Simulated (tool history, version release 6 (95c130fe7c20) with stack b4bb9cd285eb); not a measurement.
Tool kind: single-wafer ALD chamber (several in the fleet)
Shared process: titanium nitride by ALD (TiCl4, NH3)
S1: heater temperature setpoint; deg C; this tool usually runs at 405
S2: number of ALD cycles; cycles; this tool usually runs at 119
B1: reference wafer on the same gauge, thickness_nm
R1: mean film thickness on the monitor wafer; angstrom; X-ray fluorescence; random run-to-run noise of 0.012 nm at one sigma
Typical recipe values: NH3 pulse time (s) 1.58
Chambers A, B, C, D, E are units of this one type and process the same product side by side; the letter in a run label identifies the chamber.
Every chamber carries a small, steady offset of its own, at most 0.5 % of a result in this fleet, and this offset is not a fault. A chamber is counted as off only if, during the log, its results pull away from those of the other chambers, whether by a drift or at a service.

run 1A hour=12.8 | S1=405 S2=119 NH3_pulse_time_(s)=1.58 | B1=2.4712 | R1=26.048
run 2E hour=26.8 | S1=405 S2=119 NH3_pulse_time_(s)=1.58 | B1=2.4701 | R1=25.938
run 3D hour=38.9 | S1=405 S2=119 NH3_pulse_time_(s)=1.58 | B1=2.4728 | R1=26.073
run 4B hour=51.5 | S1=405 S2=119 NH3_pulse_time_(s)=1.58 | B1=2.4707 | R1=26.078
run 5C hour=60.3 | S1=405 S2=119 NH3_pulse_time_(s)=1.58 | B1=2.4688 | R1=25.998
run 6A hour=67.3 | S1=412 S2=119 NH3_pulse_time_(s)=1.58 | B1=2.471 | R1=26.098
run 7E hour=82.4 | S1=412 S2=119 NH3_pulse_time_(s)=1.58 | B1=2.4672 | R1=26.339
run 8B hour=93.2 | S1=412 S2=119 NH3_pulse_time_(s)=1.58 | B1=2.4684 | R1=26.28
run 9D hour=106.8 | S1=412 S2=119 NH3_pulse_time_(s)=1.58 | B1=2.4706 | R1=26.045
run 10C hour=116.9 | S1=412 S2=119 NH3_pulse_time_(s)=1.58 | B1=2.4678 | R1=26.415
run 11C hour=130.5 | S1=405 S2=119 NH3_pulse_time_(s)=1.58 | B1=2.4699 | R1=26.161
run 12B hour=137.2 | S1=405 S2=119 NH3_pulse_time_(s)=1.58 | B1=2.4731 | R1=26.154
run 13E hour=145.7 | S1=405 S2=119 NH3_pulse_time_(s)=1.58 | B1=2.4652 | R1=26.098
run 14A hour=160.5 | S1=405 S2=119 NH3_pulse_time_(s)=1.58 | B1=2.4695 | R1=25.957
run 15D hour=174.9 | S1=415 S2=112 NH3_pulse_time_(s)=1.58 | B1=2.4681 | R1=24.702
run 16D hour=181.7 | S1=415 S2=112 NH3_pulse_time_(s)=1.58 | B1=2.4697 | R1=24.461
run 17A hour=191.8 | S1=415 S2=112 NH3_pulse_time_(s)=1.58 | B1=2.4699 | R1=24.796
run 18B hour=201.3 | S1=415 S2=112 NH3_pulse_time_(s)=1.58 | B1=2.467 | R1=24.694
run 19C hour=210.2 | S1=415 S2=112 NH3_pulse_time_(s)=1.58 | B1=2.4706 | R1=24.756
run 20E hour=218.4 | S1=405 S2=119 NH3_pulse_time_(s)=1.58 | B1=2.465 | R1=25.967
run 21E hour=228.8 | S1=405 S2=119 NH3_pulse_time_(s)=1.58 | B1=2.4714 | R1=25.901
run 22A hour=240.9 | S1=405 S2=119 NH3_pulse_time_(s)=1.58 | B1=2.4702 | R1=25.955
run 23C hour=254.7 | S1=405 S2=119 NH3_pulse_time_(s)=1.58 | B1=2.4699 | R1=25.967
run 24B hour=265.7 | S1=405 S2=119 NH3_pulse_time_(s)=1.58 | B1=2.4679 | R1=26.266
run 25D hour=278.7 | S1=405 S2=119 NH3_pulse_time_(s)=1.58 | B1=2.4667 | R1=25.87
run 26E hour=288 | S1=405 S2=101 NH3_pulse_time_(s)=1.85 | B1=2.471 | R1=22.224
run 27A hour=302.4 | S1=405 S2=101 NH3_pulse_time_(s)=1.85 | B1=2.4696 | R1=22.201
run 28B hour=314.4 | S1=405 S2=101 NH3_pulse_time_(s)=1.85 | B1=2.469 | R1=22.253
run 29C hour=321.8 | S1=405 S2=101 NH3_pulse_time_(s)=1.85 | B1=2.4722 | R1=22.52
run 30D hour=331.5 | S1=405 S2=101 NH3_pulse_time_(s)=1.85 | B1=2.468 | R1=22.211
run 31A hour=340.7 | S1=405 S2=119 NH3_pulse_time_(s)=1.58 | B1=2.4696 | R1=26.154
run 32D hour=352.8 | S1=405 S2=119 NH3_pulse_time_(s)=1.58 | B1=2.4681 | R1=26.004
run 33B hour=366.6 | S1=405 S2=119 NH3_pulse_time_(s)=1.58 | B1=2.4693 | R1=26.356
run 34C hour=375.1 | S1=405 S2=119 NH3_pulse_time_(s)=1.58 | B1=2.4663 | R1=26.444
-- hour=380.3 chamber A: thermocouple changed; heater temperature recalibrated
run 35E hour=386.2 | S1=405 S2=119 NH3_pulse_time_(s)=1.58 | B1=2.4698 | R1=25.9
run 36A hour=393.3 | S1=405 S2=119 NH3_pulse_time_(s)=1.58 | B1=2.4748 | R1=26.101
run 37D hour=404.8 | S1=405 S2=119 NH3_pulse_time_(s)=1.58 | B1=2.4696 | R1=25.88
run 38C hour=413.3 | S1=405 S2=119 NH3_pulse_time_(s)=1.58 | B1=2.4695 | R1=26.013
run 39B hour=422.5 | S1=405 S2=119 NH3_pulse_time_(s)=1.58 | B1=2.4697 | R1=26.303
run 40E hour=432.6 | S1=405 S2=119 NH3_pulse_time_(s)=1.58 | B1=2.4721 | R1=26.009
run 41B hour=447.4 | S1=405 S2=119 NH3_pulse_time_(s)=1.58 | B1=2.4701 | R1=26.159
run 42D hour=458.4 | S1=405 S2=119 NH3_pulse_time_(s)=1.58 | B1=2.4687 | R1=25.991
run 43A hour=468.9 | S1=405 S2=119 NH3_pulse_time_(s)=1.58 | B1=2.4694 | R1=26.047

All chambers now run identical settings, listed one chamber a line with results as question marks. What results will each chamber show?
run 44A hour=479.8 | S1=405 S2=132 NH3_pulse_time_(s)=1.58 | R1=?
run 44B hour=479.8 | S1=405 S2=132 NH3_pulse_time_(s)=1.58 | R1=?
run 44C hour=479.8 | S1=405 S2=132 NH3_pulse_time_(s)=1.58 | R1=?
run 44D hour=479.8 | S1=405 S2=132 NH3_pulse_time_(s)=1.58 | R1=?
run 44E hour=479.8 | S1=405 S2=132 NH3_pulse_time_(s)=1.58 | R1=?

run=44A R1=28.796
run=44B R1=29.043
run=44C R1=29.114
run=44D R1=28.761
run=44E R1=28.95
